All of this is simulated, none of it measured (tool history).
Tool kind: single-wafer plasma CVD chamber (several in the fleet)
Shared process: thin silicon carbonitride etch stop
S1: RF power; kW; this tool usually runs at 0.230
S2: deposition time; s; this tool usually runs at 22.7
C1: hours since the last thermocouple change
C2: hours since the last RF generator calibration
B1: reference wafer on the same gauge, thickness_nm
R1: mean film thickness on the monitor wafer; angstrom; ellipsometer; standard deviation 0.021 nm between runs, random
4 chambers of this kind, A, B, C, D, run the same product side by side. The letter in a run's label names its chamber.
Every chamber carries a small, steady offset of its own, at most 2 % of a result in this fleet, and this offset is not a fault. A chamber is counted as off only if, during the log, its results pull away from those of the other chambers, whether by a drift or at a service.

{"run": "1D", "day": 0.433, "S1": 0.23, "S2": 22.7, "C1": 1455.0, "C2": 1826.1, "B1": 13.598, "R1": 134.17}
{"day": 0.496, "done": "chamber A: RF generator calibrated"}
{"run": "2B", "day": 0.796, "S1": 0.23, "S2": 22.7, "C1": 776.8, "C2": 103.8, "B1": 13.602, "R1": 132.71}
{"run": "3A", "day": 1.283, "S1": 0.23, "S2": 22.7, "C1": 129.1, "C2": 18.9, "B1": 13.603, "R1": 135.55}
{"run": "4C", "day": 1.65, "S1": 0.23, "S2": 22.7, "C1": 675.3, "C2": 454.1, "B1": 13.613, "R1": 134.58}
{"run": "5B", "day": 2.083, "S1": 0.23, "S2": 22.7, "C1": 807.7, "C2": 134.7, "B1": 13.61, "R1": 132.66}
{"run": "6C", "day": 2.608, "S1": 0.23, "S2": 22.7, "C1": 698.3, "C2": 477.1, "B1": 13.612, "R1": 134.96}
{"run": "7A", "day": 3.096, "S1": 0.23, "S2": 22.7, "C1": 172.6, "C2": 62.4, "B1": 13.617, "R1": 135.68}
{"run": "8D", "day": 3.517, "S1": 0.23, "S2": 22.7, "C1": 1529.0, "C2": 1900.1, "B1": 13.619, "R1": 134.39}
{"run": "9A", "day": 3.908, "S1": 0.23, "S2": 22.7, "C1": 192.1, "C2": 81.9, "B1": 13.622, "R1": 135.51}
{"run": "10B", "day": 4.412, "S1": 0.23, "S2": 22.7, "C1": 863.6, "C2": 190.6, "B1": 13.614, "R1": 132.69}
{"run": "11D", "day": 4.854, "S1": 0.245, "S2": 22.7, "C1": 1561.1, "C2": 1932.2, "B1": 13.625, "R1": 137.29}
{"run": "12C", "day": 5.388, "S1": 0.245, "S2": 22.7, "C1": 765.0, "C2": 543.8, "B1": 13.621, "R1": 137.69}
{"run": "13A", "day": 5.725, "S1": 0.245, "S2": 22.7, "C1": 235.7, "C2": 125.5, "B1": 13.628, "R1": 138.26}
{"run": "14C", "day": 6.246, "S1": 0.245, "S2": 22.7, "C1": 785.6, "C2": 564.4, "B1": 13.627, "R1": 138.01}
{"run": "15B", "day": 6.583, "S1": 0.23, "S2": 22.7, "C1": 915.7, "C2": 242.7, "B1": 13.633, "R1": 132.58}
{"run": "16D", "day": 6.971, "S1": 0.23, "S2": 22.7, "C1": 1611.9, "C2": 1983.0, "B1": 13.633, "R1": 134.69}
{"run": "17D", "day": 7.442, "S1": 0.23, "S2": 22.7, "C1": 1623.2, "C2": 1994.3, "B1": 13.637, "R1": 134.33}
{"run": "18B", "day": 7.917, "S1": 0.23, "S2": 22.7, "C1": 947.7, "C2": 274.7, "B1": 13.639, "R1": 133.02}
{"run": "19A", "day": 8.412, "S1": 0.23, "S2": 22.7, "C1": 300.2, "C2": 190.0, "B1": 13.639, "R1": 135.31}
{"run": "20C", "day": 8.7, "S1": 0.23, "S2": 22.7, "C1": 844.5, "C2": 623.3, "B1": 13.643, "R1": 135.27}
{"run": "21D", "day": 9.179, "S1": 0.23, "S2": 22.7, "C1": 1664.9, "C2": 2036.0, "B1": 13.643, "R1": 134.79}
{"run": "22A", "day": 9.475, "S1": 0.23, "S2": 22.7, "C1": 325.7, "C2": 215.5, "B1": 13.651, "R1": 135.68}
{"run": "23B", "day": 9.871, "S1": 0.23, "S2": 22.7, "C1": 994.6, "C2": 321.6, "B1": 13.647, "R1": 133.08}
{"day": 10.029, "done": "chamber D: RF generator calibrated"}
{"run": "24C", "day": 10.204, "S1": 0.23, "S2": 22.7, "C1": 880.6, "C2": 659.4, "B1": 13.651, "R1": 135.21}
{"run": "25C", "day": 10.538, "S1": 0.23, "S2": 22.7, "C1": 888.6, "C2": 667.4, "B1": 13.652, "R1": 135.33}
{"run": "26A", "day": 10.817, "S1": 0.23, "S2": 22.7, "C1": 357.9, "C2": 247.7, "B1": 13.655, "R1": 135.81}
{"run": "27D", "day": 11.092, "S1": 0.23, "S2": 22.7, "C1": 1710.8, "C2": 25.5, "B1": 13.656, "R1": 134.79}
{"run": "28B", "day": 11.375, "S1": 0.205, "S2": 20.1, "C1": 1030.7, "C2": 357.7, "B1": 13.658, "R1": 114.06}
{"run": "29C", "day": 11.767, "S1": 0.205, "S2": 20.1, "C1": 918.1, "C2": 696.9, "B1": 13.662, "R1": 115.76}
{"run": "30D", "day": 12.088, "S1": 0.205, "S2": 20.1, "C1": 1734.7, "C2": 49.4, "B1": 13.664, "R1": 115.25}
{"day": 12.125, "done": "chamber D: thermocouple changed; heater temperature recalibrated"}
{"run": "31B", "day": 12.588, "S1": 0.205, "S2": 20.1, "C1": 1059.8, "C2": 386.8, "B1": 13.665, "R1": 113.66}
{"run": "32A", "day": 12.967, "S1": 0.23, "S2": 22.7, "C1": 409.5, "C2": 299.3, "B1": 13.664, "R1": 136.28}
{"run": "33B", "day": 13.367, "S1": 0.23, "S2": 22.7, "C1": 1078.5, "C2": 405.5, "B1": 13.668, "R1": 132.93}
{"run": "34C", "day": 13.629, "S1": 0.23, "S2": 22.7, "C1": 962.8, "C2": 741.6, "B1": 13.671, "R1": 135.29}
{"run": "35D", "day": 14.15, "S1": 0.23, "S2": 22.7, "C1": 48.6, "C2": 98.9, "B1": 13.671, "R1": 134.72}
{"run": "36A", "day": 14.529, "S1": 0.23, "S2": 22.7, "C1": 447.0, "C2": 336.8, "B1": 13.674, "R1": 135.86}
{"run": "37A", "day": 15.054, "S1": 0.23, "S2": 22.7, "C1": 459.6, "C2": 349.4, "B1": 13.675, "R1": 136.04}
{"run": "38C", "day": 15.475, "S1": 0.25, "S2": 19.2, "C1": 1007.1, "C2": 785.9, "B1": 13.678, "R1": 117.53}
{"run": "39D", "day": 15.958, "S1": 0.25, "S2": 19.2, "C1": 92.0, "C2": 142.3, "B1": 13.679, "R1": 117.25}
{"run": "40B", "day": 16.375, "S1": 0.25, "S2": 19.2, "C1": 1150.7, "C2": 477.7, "B1": 13.684, "R1": 115.6}

For the next run the whole fleet of 4 chambers uses the same settings. Give each chamber's results:
{"run": "41A", "day": 16.779, "S1": 0.23, "S2": 20.5, "R1": "?"}
{"run": "41B", "day": 16.779, "S1": 0.23, "S2": 20.5, "R1": "?"}
{"run": "41C", "day": 16.779, "S1": 0.23, "S2": 20.5, "R1": "?"}
{"run": "41D", "day": 16.779, "S1": 0.23, "S2": 20.5, "R1": "?"}

run=41A R1=122.77
run=41B R1=120.54
run=41C R1=122.58
run=41D R1=121.75
